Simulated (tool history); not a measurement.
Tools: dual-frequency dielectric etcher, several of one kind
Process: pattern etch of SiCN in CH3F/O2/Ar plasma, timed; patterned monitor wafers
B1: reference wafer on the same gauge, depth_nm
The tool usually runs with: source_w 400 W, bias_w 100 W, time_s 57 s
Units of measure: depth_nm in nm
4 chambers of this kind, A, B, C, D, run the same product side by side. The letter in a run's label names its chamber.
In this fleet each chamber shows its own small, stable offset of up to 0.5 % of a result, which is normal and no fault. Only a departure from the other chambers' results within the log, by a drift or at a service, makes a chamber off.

run 1C hour=13.5 | source_w=400 bias_w=100 time_s=57 | B1=28.878 | depth_nm=24.103
run 2A hour=28.1 | source_w=400 bias_w=100 time_s=57 | B1=28.914 | depth_nm=24.268
run 3B hour=36.6 | source_w=400 bias_w=100 time_s=57 | B1=28.892 | depth_nm=24.156
run 4D hour=52.1 | source_w=400 bias_w=100 time_s=57 | B1=28.933 | depth_nm=24.143
run 5C hour=67.3 | source_w=400 bias_w=100 time_s=57 | B1=28.905 | depth_nm=24.107
run 6B hour=74.7 | source_w=400 bias_w=100 time_s=57 | B1=28.891 | depth_nm=24.15
run 7A hour=88.1 | source_w=400 bias_w=100 time_s=57 | B1=28.893 | depth_nm=24.233
run 8D hour=99.5 | source_w=400 bias_w=100 time_s=57 | B1=28.889 | depth_nm=24.188
run 9D hour=115.7 | source_w=400 bias_w=100 time_s=57 | B1=28.897 | depth_nm=24.199
run 10A hour=124.3 | source_w=400 bias_w=100 time_s=57 | B1=28.902 | depth_nm=24.237
-- hour=129 chamber D: source power generator calibrated
run 11B hour=140.1 | source_w=490 bias_w=100 time_s=57 | B1=28.9 | depth_nm=26.02
run 12C hour=154.9 | source_w=490 bias_w=100 time_s=57 | B1=28.908 | depth_nm=25.857
run 13C hour=165.9 | source_w=490 bias_w=100 time_s=57 | B1=28.915 | depth_nm=25.857
run 14A hour=176.7 | source_w=490 bias_w=100 time_s=57 | B1=28.885 | depth_nm=26.063
run 15B hour=192.5 | source_w=400 bias_w=100 time_s=57 | B1=28.939 | depth_nm=24.039
run 16D hour=203.1 | source_w=400 bias_w=100 time_s=57 | B1=28.914 | depth_nm=24.088
run 17D hour=211.3 | source_w=400 bias_w=100 time_s=57 | B1=28.918 | depth_nm=24.259
-- hour=213.7 chamber A: wet clean of the chamber
run 18A hour=220.3 | source_w=400 bias_w=90 time_s=45 | B1=28.883 | depth_nm=18.467
run 19C hour=231.1 | source_w=400 bias_w=90 time_s=45 | B1=28.87 | depth_nm=17.993
run 20B hour=243.3 | source_w=400 bias_w=90 time_s=45 | B1=28.911 | depth_nm=18.313
run 21C hour=253 | source_w=400 bias_w=90 time_s=45 | B1=28.918 | depth_nm=18.102
run 22D hour=267 | source_w=400 bias_w=100 time_s=57 | B1=28.887 | depth_nm=24.116
-- hour=268 chamber D: wet clean of the chamber
run 23A hour=274.3 | source_w=400 bias_w=100 time_s=57 | B1=28.916 | depth_nm=24.213
run 24B hour=288.2 | source_w=400 bias_w=91 time_s=65 | B1=28.893 | depth_nm=26.383
run 25D hour=304.7 | source_w=400 bias_w=91 time_s=65 | B1=28.887 | depth_nm=26.541
run 26A hour=312.5 | source_w=400 bias_w=91 time_s=65 | B1=28.902 | depth_nm=26.611
run 27B hour=328.7 | source_w=400 bias_w=91 time_s=65 | B1=28.918 | depth_nm=26.685
-- hour=330.9 chamber B: bias power generator calibrated
-- hour=339.7 chamber B: wet clean of the chamber
run 28C hour=341.8 | source_w=400 bias_w=100 time_s=57 | B1=28.878 | depth_nm=23.793
run 29C hour=357.2 | source_w=400 bias_w=100 time_s=57 | B1=28.906 | depth_nm=23.7
run 30A hour=369.8 | source_w=400 bias_w=100 time_s=57 | B1=28.895 | depth_nm=24.324
run 31D hour=384.7 | source_w=400 bias_w=100 time_s=57 | B1=28.913 | depth_nm=24.004
run 32B hour=391.8 | source_w=400 bias_w=100 time_s=57 | B1=28.889 | depth_nm=24.023
run 33C hour=407.3 | source_w=470 bias_w=100 time_s=57 | B1=28.904 | depth_nm=24.968
run 34A hour=418.9 | source_w=470 bias_w=100 time_s=57 | B1=28.908 | depth_nm=25.862
run 35B hour=427.9 | source_w=470 bias_w=100 time_s=57 | B1=28.913 | depth_nm=25.876
run 36D hour=435.3 | source_w=470 bias_w=100 time_s=57 | B1=28.882 | depth_nm=25.716
run 37C hour=442.8 | source_w=400 bias_w=100 time_s=57 | B1=28.907 | depth_nm=23.586
run 38A hour=450.6 | source_w=400 bias_w=111 time_s=57 | B1=28.9 | depth_nm=25.187

Is one chamber off against the others, does the gauge drift, or is nothing wrong? If a chamber is off, say which, and what the likeliest cause is.

Little by little, chamber C moves away from the other chambers.
Likeliest cause: etch rate under this chamber's usual, % = 2.35.
From this log alone, it may not be told apart from: bias power that arrives under what is set, %.

Chamber C could run next with any of the 4 candidate recipes listed below; each alters the usual settings, and their results appear as question marks. Which one brings its results back in line with what the other chambers deliver on the usual settings?
In line here means within this much of the mean the other chambers give on the usual settings: depth_nm 0.3 nm
run 39C-1 hour=462.5 | source_w=400 bias_w=85 time_s=57 | depth_nm=?
run 39C-2 hour=462.5 | source_w=400 bias_w=115 time_s=57 | depth_nm=?
run 39C-3 hour=462.5 | source_w=400 bias_w=93 time_s=57 | depth_nm=?
run 39C-4 hour=462.5 | source_w=400 bias_w=101 time_s=58.5 | depth_nm=?

Average result of the remaining chambers running the usual settings: depth_nm 24.182 nm
run=39C-1 depth_nm=22.073
run=39C-2 depth_nm=24.752
run=39C-3 depth_nm=22.825
run=39C-4 depth_nm=24.167
With 39C-4, the chamber falls back in line with the rest.
